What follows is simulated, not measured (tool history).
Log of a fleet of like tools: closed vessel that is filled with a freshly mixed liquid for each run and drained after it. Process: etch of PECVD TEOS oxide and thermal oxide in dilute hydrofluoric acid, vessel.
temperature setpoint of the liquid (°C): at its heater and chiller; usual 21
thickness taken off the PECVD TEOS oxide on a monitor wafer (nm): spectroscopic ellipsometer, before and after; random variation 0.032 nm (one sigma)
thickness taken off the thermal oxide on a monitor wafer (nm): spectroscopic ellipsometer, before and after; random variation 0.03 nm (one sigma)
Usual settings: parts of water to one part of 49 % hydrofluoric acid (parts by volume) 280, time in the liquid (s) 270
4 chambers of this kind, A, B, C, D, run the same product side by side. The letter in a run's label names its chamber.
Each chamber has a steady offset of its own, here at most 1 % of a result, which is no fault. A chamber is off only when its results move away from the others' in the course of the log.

| run | hour | temperature setpoint of the liquid (°C) | parts of water to one part of 49 % hydrofluoric acid (parts by volume) | time in the liquid (s) | hours since the thermometer was replaced | hours since the hydrofluoric acid flow meter was replaced | read-back film thickness of the PECVD TEOS oxide reference wafer, read on the same gauge (nm) | read-back film thickness of the thermal oxide reference wafer, read on the same gauge (nm) | thickness taken off the PECVD TEOS oxide on a monitor wafer (nm) | thickness taken off the thermal oxide on a monitor wafer (nm) |
|---|---|---|---|---|---|---|---|---|---|---|
| 1A | 6.0 | 21 | 280 | 270 | 1488.2 | 557.2 | 109.98 | 99.985 | 9.1240 | 3.3602 |
| 2B | 12.8 | 21 | 280 | 270 | 1543.6 | 1044.7 | 109.96 | 100.000 | 9.1814 | 3.3742 |
| 3C | 23.1 | 21 | 280 | 270 | 606.2 | 178.3 | 110.02 | 100.000 | 9.1947 | 3.3295 |
| 4D | 32.1 | 21 | 280 | 270 | 1270.5 | 246.7 | 109.99 | 100.010 | 9.2361 | 3.2647 |
| 5D | 40.5 | 21 | 280 | 270 | 1278.9 | 255.1 | 109.99 | 99.964 | 9.2475 | 3.3331 |
| 6B | 45.2 | 21 | 280 | 270 | 1576.0 | 1077.1 | 109.98 | 100.030 | 9.1658 | 3.3289 |
|  | 48.3 | chamber D: thermometer replaced |
| 7A | 51.3 | 21 | 280 | 270 | 1533.5 | 602.5 | 109.98 | 99.991 | 9.1827 | 3.3591 |
| 8C | 56.8 | 21 | 280 | 270 | 639.9 | 212.0 | 110.00 | 100.030 | 9.1433 | 3.3536 |
| 9D | 63.1 | 21 | 280 | 270 | 14.9 | 277.7 | 110.02 | 99.997 | 9.3334 | 3.3951 |
| 10B | 70.3 | 21 | 280 | 270 | 1601.1 | 1102.2 | 110.01 | 99.998 | 9.1250 | 3.4103 |
| 11C | 80.2 | 21 | 280 | 270 | 663.3 | 235.4 | 109.98 | 100.000 | 9.1673 | 3.3493 |
| 12A | 87.7 | 21 | 280 | 270 | 1569.9 | 638.9 | 110.03 | 100.030 | 9.1720 | 3.3138 |
| 13C | 95.5 | 21 | 330 | 365 | 678.6 | 250.7 | 110.01 | 100.040 | 10.1600 | 3.6768 |
| 14D | 102.5 | 21 | 330 | 365 | 54.3 | 317.1 | 109.99 | 99.981 | 10.1100 | 3.6975 |
| 15A | 109.5 | 21 | 330 | 365 | 1591.7 | 660.7 | 110.02 | 99.989 | 10.0470 | 3.6875 |
| 16B | 116.0 | 21 | 330 | 365 | 1646.8 | 1147.9 | 110.03 | 100.000 | 10.0470 | 3.6670 |
| 17B | 121.7 | 21 | 280 | 270 | 1652.5 | 1153.6 | 110.00 | 99.998 | 9.1804 | 3.3994 |
| 18C | 132.0 | 17 | 280 | 270 | 715.1 | 287.2 | 110.01 | 100.050 | 7.9146 | 2.8597 |
| 19A | 141.9 | 17 | 280 | 270 | 1624.1 | 693.1 | 109.98 | 99.997 | 7.9006 | 2.9349 |
| 20D | 151.2 | 17 | 280 | 270 | 103.0 | 365.8 | 110.02 | 99.988 | 7.9983 | 2.8584 |
| 21D | 160.2 | 17 | 280 | 270 | 112.0 | 374.8 | 110.01 | 99.985 | 8.0358 | 2.8417 |
| 22B | 167.7 | 21 | 280 | 270 | 1698.5 | 1199.6 | 109.99 | 99.986 | 9.1617 | 3.3864 |
| 23C | 176.1 | 21 | 280 | 270 | 759.2 | 331.3 | 110.03 | 100.010 | 9.2081 | 3.3887 |
| 24A | 184.2 | 21 | 280 | 270 | 1666.4 | 735.4 | 109.97 | 100.040 | 9.1267 | 3.3609 |
| 25A | 193.1 | 21 | 280 | 270 | 1675.3 | 744.3 | 110.00 | 99.991 | 9.1803 | 3.3452 |
| 26B | 198.2 | 21 | 280 | 270 | 1729.0 | 1230.1 | 109.99 | 100.020 | 9.1414 | 3.2999 |
| 27C | 206.1 | 21 | 280 | 270 | 789.2 | 361.3 | 110.00 | 100.020 | 9.1278 | 3.3950 |
| 28D | 215.7 | 21 | 280 | 270 | 167.5 | 430.3 | 109.97 | 100.010 | 9.2720 | 3.2622 |
| 29A | 224.2 | 21 | 280 | 270 | 1706.4 | 775.4 | 109.99 | 100.010 | 9.1725 | 3.3852 |
| 30D | 233.3 | 21 | 280 | 270 | 185.1 | 447.9 | 110.00 | 100.020 | 9.2812 | 3.3257 |
| 31B | 243.1 | 17 | 280 | 270 | 1773.9 | 1275.0 | 109.98 | 100.010 | 7.8910 | 2.8949 |

What goes on in this fleet: one chamber off, a drifting gauge, or nothing beyond the chambers' own small offsets? Name the chamber and the cause, if any.

No chamber stands off beyond its own small offset, and the gauge holds steady.
